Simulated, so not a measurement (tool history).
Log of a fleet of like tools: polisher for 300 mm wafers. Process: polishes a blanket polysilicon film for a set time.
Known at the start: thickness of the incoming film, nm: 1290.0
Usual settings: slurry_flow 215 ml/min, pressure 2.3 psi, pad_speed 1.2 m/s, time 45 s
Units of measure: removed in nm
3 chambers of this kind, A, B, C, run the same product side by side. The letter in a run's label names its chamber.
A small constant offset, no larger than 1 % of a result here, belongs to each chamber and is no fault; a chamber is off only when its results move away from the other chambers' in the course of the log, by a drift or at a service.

{"run": "1B", "hour": 3.8, "slurry_flow": 215, "pressure": 2.3, "pad_speed": 1.2, "time": 45, "removed": 384.23}
{"hour": 9.3, "done": "chamber A: worn pad replaced by a new one"}
{"hour": 9.3, "done": "chamber B: slurry nozzle cleaned"}
{"run": "2A", "hour": 10.1, "slurry_flow": 215, "pressure": 2.3, "pad_speed": 1.2, "time": 45, "removed": 380.03}
{"run": "3C", "hour": 13.5, "slurry_flow": 215, "pressure": 2.3, "pad_speed": 1.2, "time": 45, "removed": 380.02}
{"run": "4C", "hour": 17.8, "slurry_flow": 215, "pressure": 2.3, "pad_speed": 1.2, "time": 45, "removed": 387.72}
{"run": "5B", "hour": 22.3, "slurry_flow": 215, "pressure": 2.3, "pad_speed": 1.2, "time": 45, "removed": 378.5}
{"run": "6A", "hour": 26.8, "slurry_flow": 215, "pressure": 2.3, "pad_speed": 1.2, "time": 45, "removed": 375.49}
{"run": "7A", "hour": 30.9, "slurry_flow": 215, "pressure": 2.3, "pad_speed": 1.2, "time": 45, "removed": 376.11}
{"run": "8C", "hour": 33.8, "slurry_flow": 215, "pressure": 2.3, "pad_speed": 1.2, "time": 45, "removed": 381.12}
{"hour": 37.9, "done": "chamber A: head pressure recalibrated"}
{"run": "9B", "hour": 39.5, "slurry_flow": 215, "pressure": 2.3, "pad_speed": 1.2, "time": 45, "removed": 379.49}
{"run": "10A", "hour": 42.7, "slurry_flow": 215, "pressure": 2.3, "pad_speed": 1.2, "time": 45, "removed": 380.91}
{"run": "11C", "hour": 48.1, "slurry_flow": 215, "pressure": 2.3, "pad_speed": 1.2, "time": 45, "removed": 385.38}
{"run": "12B", "hour": 52.4, "slurry_flow": 215, "pressure": 2.3, "pad_speed": 1.2, "time": 45, "removed": 374.6}
{"run": "13A", "hour": 57.9, "slurry_flow": 215, "pressure": 2.3, "pad_speed": 1.2, "time": 45, "removed": 375.81}
{"run": "14B", "hour": 62.6, "slurry_flow": 215, "pressure": 2.3, "pad_speed": 1.2, "time": 45, "removed": 378.81}
{"hour": 67.0, "done": "chamber B: worn pad replaced by a new one"}
{"run": "15C", "hour": 67.7, "slurry_flow": 215, "pressure": 2.3, "pad_speed": 1.6, "time": 36, "removed": 406.95}
{"run": "16C", "hour": 73.5, "slurry_flow": 215, "pressure": 2.3, "pad_speed": 1.6, "time": 36, "removed": 409.63}
{"run": "17A", "hour": 77.1, "slurry_flow": 215, "pressure": 2.3, "pad_speed": 1.6, "time": 36, "removed": 405.94}
{"run": "18B", "hour": 83.5, "slurry_flow": 160, "pressure": 2.3, "pad_speed": 1.2, "time": 45, "removed": 364.78}
{"run": "19C", "hour": 88.9, "slurry_flow": 160, "pressure": 2.3, "pad_speed": 1.2, "time": 45, "removed": 364.36}
{"run": "20A", "hour": 93.1, "slurry_flow": 160, "pressure": 2.3, "pad_speed": 1.2, "time": 45, "removed": 363.48}
{"run": "21B", "hour": 98.4, "slurry_flow": 215, "pressure": 1.9, "pad_speed": 1.4, "time": 45, "removed": 371.52}
{"run": "22A", "hour": 103.3, "slurry_flow": 215, "pressure": 1.9, "pad_speed": 1.4, "time": 45, "removed": 364.2}
{"run": "23C", "hour": 106.9, "slurry_flow": 215, "pressure": 1.9, "pad_speed": 1.4, "time": 45, "removed": 364.53}
{"run": "24B", "hour": 111.3, "slurry_flow": 215, "pressure": 2.3, "pad_speed": 1.2, "time": 45, "removed": 376}
{"run": "25A", "hour": 115.1, "slurry_flow": 215, "pressure": 2.3, "pad_speed": 1.2, "time": 45, "removed": 381.73}
{"run": "26B", "hour": 119.6, "slurry_flow": 215, "pressure": 2.3, "pad_speed": 1.46, "time": 37, "removed": 383.08}
{"run": "27C", "hour": 123.7, "slurry_flow": 215, "pressure": 2.3, "pad_speed": 1.46, "time": 37, "removed": 374.81}
{"run": "28B", "hour": 127.6, "slurry_flow": 215, "pressure": 2.3, "pad_speed": 1.46, "time": 37, "removed": 384.1}
{"run": "29C", "hour": 133.9, "slurry_flow": 215, "pressure": 2.3, "pad_speed": 1.2, "time": 45, "removed": 367.71}
{"run": "30A", "hour": 139.2, "slurry_flow": 215, "pressure": 2.3, "pad_speed": 1.2, "time": 45, "removed": 378.57}
{"run": "31A", "hour": 142.3, "slurry_flow": 215, "pressure": 2.3, "pad_speed": 1.2, "time": 45, "removed": 371.73}
{"run": "32C", "hour": 148.5, "slurry_flow": 190, "pressure": 2.8, "pad_speed": 1.2, "time": 45, "removed": 437.23}
{"hour": 149.3, "done": "chamber A: worn pad replaced by a new one"}
{"run": "33B", "hour": 153.6, "slurry_flow": 190, "pressure": 2.8, "pad_speed": 1.2, "time": 45, "removed": 449.48}
{"run": "34A", "hour": 157.4, "slurry_flow": 190, "pressure": 2.8, "pad_speed": 1.2, "time": 45, "removed": 448.49}
{"run": "35C", "hour": 163.0, "slurry_flow": 215, "pressure": 2.3, "pad_speed": 1.2, "time": 45, "removed": 365.06}
{"run": "36B", "hour": 168.1, "slurry_flow": 215, "pressure": 2.3, "pad_speed": 1.2, "time": 45, "removed": 381.57}
{"run": "37C", "hour": 174.2, "slurry_flow": 215, "pressure": 2.3, "pad_speed": 1.2, "time": 45, "removed": 361.05}
{"run": "38B", "hour": 179.2, "slurry_flow": 165, "pressure": 2.3, "pad_speed": 1.2, "time": 34, "removed": 278.65}
{"run": "39A", "hour": 183.2, "slurry_flow": 165, "pressure": 2.3, "pad_speed": 1.2, "time": 34, "removed": 278.52}
{"run": "40C", "hour": 187.7, "slurry_flow": 165, "pressure": 2.3, "pad_speed": 1.2, "time": 34, "removed": 257.37}
{"run": "41B", "hour": 192.4, "slurry_flow": 215, "pressure": 2.3, "pad_speed": 1.2, "time": 45, "removed": 385.46}
{"run": "42A", "hour": 195.7, "slurry_flow": 215, "pressure": 2.3, "pad_speed": 1.2, "time": 45, "removed": 383.57}

Next, every chamber runs the same settings. What will each give?
{"run": "43A", "hour": 200.4, "slurry_flow": 150, "pressure": 2.3, "pad_speed": 1.2, "time": 45, "removed": "?"}
{"run": "43B", "hour": 200.4, "slurry_flow": 150, "pressure": 2.3, "pad_speed": 1.2, "time": 45, "removed": "?"}
{"run": "43C", "hour": 200.4, "slurry_flow": 150, "pressure": 2.3, "pad_speed": 1.2, "time": 45, "removed": "?"}

run=43A removed=355.31
run=43B removed=356.18
run=43C removed=335.06
